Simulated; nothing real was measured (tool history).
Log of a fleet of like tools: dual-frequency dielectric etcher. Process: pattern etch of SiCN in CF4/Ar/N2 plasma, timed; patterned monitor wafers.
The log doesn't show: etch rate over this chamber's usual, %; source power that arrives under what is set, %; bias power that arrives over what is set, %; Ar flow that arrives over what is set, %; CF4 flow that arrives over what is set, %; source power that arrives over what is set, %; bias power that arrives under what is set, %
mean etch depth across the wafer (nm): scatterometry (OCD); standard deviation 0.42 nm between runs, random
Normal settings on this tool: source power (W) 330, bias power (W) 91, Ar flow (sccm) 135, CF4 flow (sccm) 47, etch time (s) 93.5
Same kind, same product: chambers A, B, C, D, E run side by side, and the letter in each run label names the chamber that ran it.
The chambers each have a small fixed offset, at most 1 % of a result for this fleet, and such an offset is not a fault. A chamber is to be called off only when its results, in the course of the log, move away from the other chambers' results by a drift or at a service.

| run | hour | source power (W) | bias power (W) | Ar flow (sccm) | CF4 flow (sccm) | etch time (s) | hours since the last wet clean | hours since the last source power generator calibration | hours since the last bias power generator calibration | hours since the last Ar flow controller change | hours since the last CF4 flow controller change | read-back reference wafer on the same gauge, depth_nm | mean etch depth across the wafer (nm) |
|---|---|---|---|---|---|---|---|---|---|---|---|---|---|
| 1A | 12.5 | 330 | 91 | 135 | 47 | 93.5 | 357 | 1700.4 | 3373.1 | 2631.9 | 472.3 | 67.618 | 60.619 |
| 2C | 24.3 | 330 | 91 | 135 | 47 | 93.5 | 34.5 | 2294.8 | 4081.4 | 1135.4 | 423 | 67.578 | 60.696 |
| 3B | 31.1 | 330 | 91 | 135 | 47 | 93.5 | 35.9 | 608.6 | 1108.8 | 712 | 774.3 | 67.677 | 61.04 |
| 4E | 42.9 | 330 | 91 | 135 | 47 | 93.5 | 547.3 | 744.2 | 666.3 | 2829.9 | 6118.8 | 67.751 | 60.072 |
|  | 46.5 | chamber E: wet clean of the chamber |
| 5D | 49 | 330 | 91 | 135 | 47 | 93.5 | 271.5 | 376.9 | 60.9 | 753.6 | 1507 | 67.637 | 60.949 |
| 6B | 60.4 | 330 | 91 | 135 | 47 | 93.5 | 65.2 | 637.9 | 1138.1 | 741.3 | 803.6 | 67.6 | 60.546 |
| 7D | 66.8 | 330 | 91 | 135 | 47 | 93.5 | 289.3 | 394.7 | 78.7 | 771.4 | 1524.8 | 67.578 | 60.193 |
| 8A | 73.2 | 330 | 91 | 135 | 47 | 93.5 | 417.7 | 1761.1 | 3433.8 | 2692.6 | 533 | 67.794 | 59.693 |
| 9E | 84.4 | 330 | 91 | 135 | 47 | 93.5 | 37.9 | 785.7 | 707.8 | 2871.4 | 6160.3 | 67.713 | 60.45 |
| 10C | 92.8 | 330 | 91 | 135 | 47 | 93.5 | 103 | 2363.3 | 4149.9 | 1203.9 | 491.5 | 67.687 | 60.846 |
| 11A | 100.3 | 330 | 91 | 135 | 47 | 93.5 | 444.8 | 1788.2 | 3460.9 | 2719.7 | 560.1 | 67.706 | 60.603 |
| 12C | 106.6 | 330 | 91 | 135 | 47 | 93.5 | 116.8 | 2377.1 | 4163.7 | 1217.7 | 505.3 | 67.68 | 60.951 |
| 13B | 119.5 | 330 | 91 | 135 | 47 | 93.5 | 124.3 | 697 | 1197.2 | 800.4 | 862.7 | 67.729 | 60.043 |
| 14E | 127.6 | 330 | 91 | 135 | 47 | 93.5 | 81.1 | 828.9 | 751 | 2914.6 | 6203.5 | 67.702 | 60.363 |
| 15D | 134.7 | 330 | 91 | 135 | 47 | 93.5 | 357.2 | 462.6 | 146.6 | 839.3 | 1592.7 | 67.784 | 59.806 |
| 16E | 140.9 | 330 | 91 | 135 | 47 | 93.5 | 94.4 | 842.2 | 764.3 | 2927.9 | 6216.8 | 67.673 | 59.843 |
| 17A | 151.1 | 330 | 91 | 135 | 47 | 93.5 | 495.6 | 1839 | 3511.7 | 2770.5 | 610.9 | 67.72 | 60.309 |
| 18D | 158 | 330 | 91 | 135 | 47 | 93.5 | 380.5 | 485.9 | 169.9 | 862.6 | 1616 | 67.699 | 59.991 |
| 19C | 168.8 | 330 | 91 | 135 | 47 | 93.5 | 179 | 2439.3 | 4225.9 | 1279.9 | 567.5 | 67.708 | 60.65 |
|  | 170.7 | chamber A: wet clean of the chamber |
| 20B | 179.4 | 330 | 91 | 135 | 47 | 93.5 | 184.2 | 756.9 | 1257.1 | 860.3 | 922.6 | 67.607 | 60.799 |
| 21C | 187 | 330 | 91 | 135 | 47 | 93.5 | 197.2 | 2457.5 | 4244.1 | 1298.1 | 585.7 | 67.645 | 60.829 |
| 22E | 200.1 | 330 | 91 | 135 | 47 | 93.5 | 153.6 | 901.4 | 823.5 | 2987.1 | 6276 | 67.661 | 59.827 |
| 23B | 209.2 | 330 | 91 | 135 | 47 | 93.5 | 214 | 786.7 | 1286.9 | 890.1 | 952.4 | 67.721 | 60.595 |
| 24A | 222.9 | 330 | 91 | 135 | 47 | 93.5 | 52.2 | 1910.8 | 3583.5 | 2842.3 | 682.7 | 67.651 | 59.871 |
| 25D | 235.4 | 330 | 91 | 135 | 47 | 93.5 | 457.9 | 563.3 | 247.3 | 940 | 1693.4 | 67.784 | 60.726 |
| 26D | 249 | 330 | 91 | 135 | 47 | 93.5 | 471.5 | 576.9 | 260.9 | 953.6 | 1707 | 67.639 | 60.712 |
|  | 249.3 | chamber C: source power generator calibrated |
|  | 252.6 | chamber E: CF4 flow controller replaced |
| 27B | 255.3 | 330 | 91 | 135 | 47 | 93.5 | 260.1 | 832.8 | 1333 | 936.2 | 998.5 | 67.624 | 60.091 |
| 28E | 266.3 | 330 | 91 | 135 | 47 | 93.5 | 219.8 | 967.6 | 889.7 | 3053.3 | 13.7 | 67.662 | 60.456 |
| 29A | 277 | 330 | 91 | 135 | 47 | 93.5 | 106.3 | 1964.9 | 3637.6 | 2896.4 | 736.8 | 67.618 | 59.966 |
| 30C | 289.4 | 330 | 91 | 135 | 47 | 93.5 | 299.6 | 40.2 | 4346.5 | 1400.5 | 688.1 | 67.83 | 58.311 |
| 31A | 300.3 | 330 | 91 | 135 | 47 | 93.5 | 129.6 | 1988.2 | 3660.9 | 2919.7 | 760.1 | 67.717 | 60.244 |
| 32C | 309.1 | 330 | 91 | 135 | 41 | 93.5 | 319.3 | 59.9 | 4366.2 | 1420.2 | 707.8 | 67.618 | 57.094 |
|  | 318.6 | chamber D: wet clean of the chamber |
| 33B | 319.9 | 330 | 91 | 135 | 41 | 93.5 | 324.7 | 897.4 | 1397.6 | 1000.8 | 1063.1 | 67.869 | 59.096 |
| 34E | 329.8 | 330 | 91 | 135 | 41 | 93.5 | 283.3 | 1031.1 | 953.2 | 3116.8 | 77.2 | 67.817 | 58.626 |
| 35D | 338.1 | 330 | 91 | 135 | 41 | 93.5 | 19.6 | 666 | 350 | 1042.7 | 1796.1 | 67.729 | 59.291 |
| 36E | 351.7 | 330 | 91 | 135 | 41 | 93.5 | 305.2 | 1053 | 975.1 | 3138.7 | 99.1 | 67.61 | 58.763 |
| 37D | 358.1 | 330 | 91 | 135 | 47 | 93.5 | 39.6 | 686 | 370 | 1062.7 | 1816.1 | 67.689 | 59.945 |
|  | 364.4 | chamber B: wet clean of the chamber |
| 38A | 369 | 270 | 91 | 135 | 47 | 109 | 198.3 | 2056.9 | 3729.6 | 2988.4 | 828.8 | 67.663 | 59.541 |
| 39B | 378.1 | 270 | 91 | 135 | 47 | 109 | 13.7 | 955.6 | 1455.8 | 1059 | 1121.3 | 67.655 | 59.592 |
| 40C | 384.7 | 270 | 91 | 135 | 47 | 109 | 394.9 | 135.5 | 4441.8 | 1495.8 | 783.4 | 67.749 | 57.471 |
| 41C | 396.1 | 270 | 91 | 135 | 47 | 109 | 406.3 | 146.9 | 4453.2 | 1507.2 | 794.8 | 67.771 | 56.798 |

One chamber off, gauge drift, or nothing amiss beyond the chambers' own small offsets? If it is a chamber, which one, and what is the likeliest cause?

A service left chamber C off against the others.
Most likely cause: source power that arrives under what is set, % = 4.8.

Which of the 4 candidates below, each the usual settings with something changed and its results left as question marks, puts chamber C back in line with what the other chambers give on the usual settings?
Maximum distance from the other chambers' mean on the usual settings for a result to count as in line: mean etch depth across the wafer (nm) 1.5
| 42C-1 | 406.2 | 330 | 91 | 135 | 47 | 96 |  |  |  |  |  |  | ? |
| 42C-2 | 406.2 | 330 | 91 | 136 | 47 | 86.5 |  |  |  |  |  |  | ? |
| 42C-3 | 406.2 | 340 | 92 | 134 | 47 | 98 |  |  |  |  |  |  | ? |
| 42C-4 | 406.2 | 320 | 91 | 135 | 47 | 93.5 |  |  |  |  |  |  | ? |

What the other chambers average on the usual settings: mean etch depth across the wafer (nm) 60.4
| run | mean etch depth across the wafer (nm) |
|---|---|
| 42C-1 | 59.995 |
| 42C-2 | 54 |
| 42C-3 | 63.156 |
| 42C-4 | 56.935 |
The right change is 42C-1: it brings the chamber back within the allowed miss of the others.

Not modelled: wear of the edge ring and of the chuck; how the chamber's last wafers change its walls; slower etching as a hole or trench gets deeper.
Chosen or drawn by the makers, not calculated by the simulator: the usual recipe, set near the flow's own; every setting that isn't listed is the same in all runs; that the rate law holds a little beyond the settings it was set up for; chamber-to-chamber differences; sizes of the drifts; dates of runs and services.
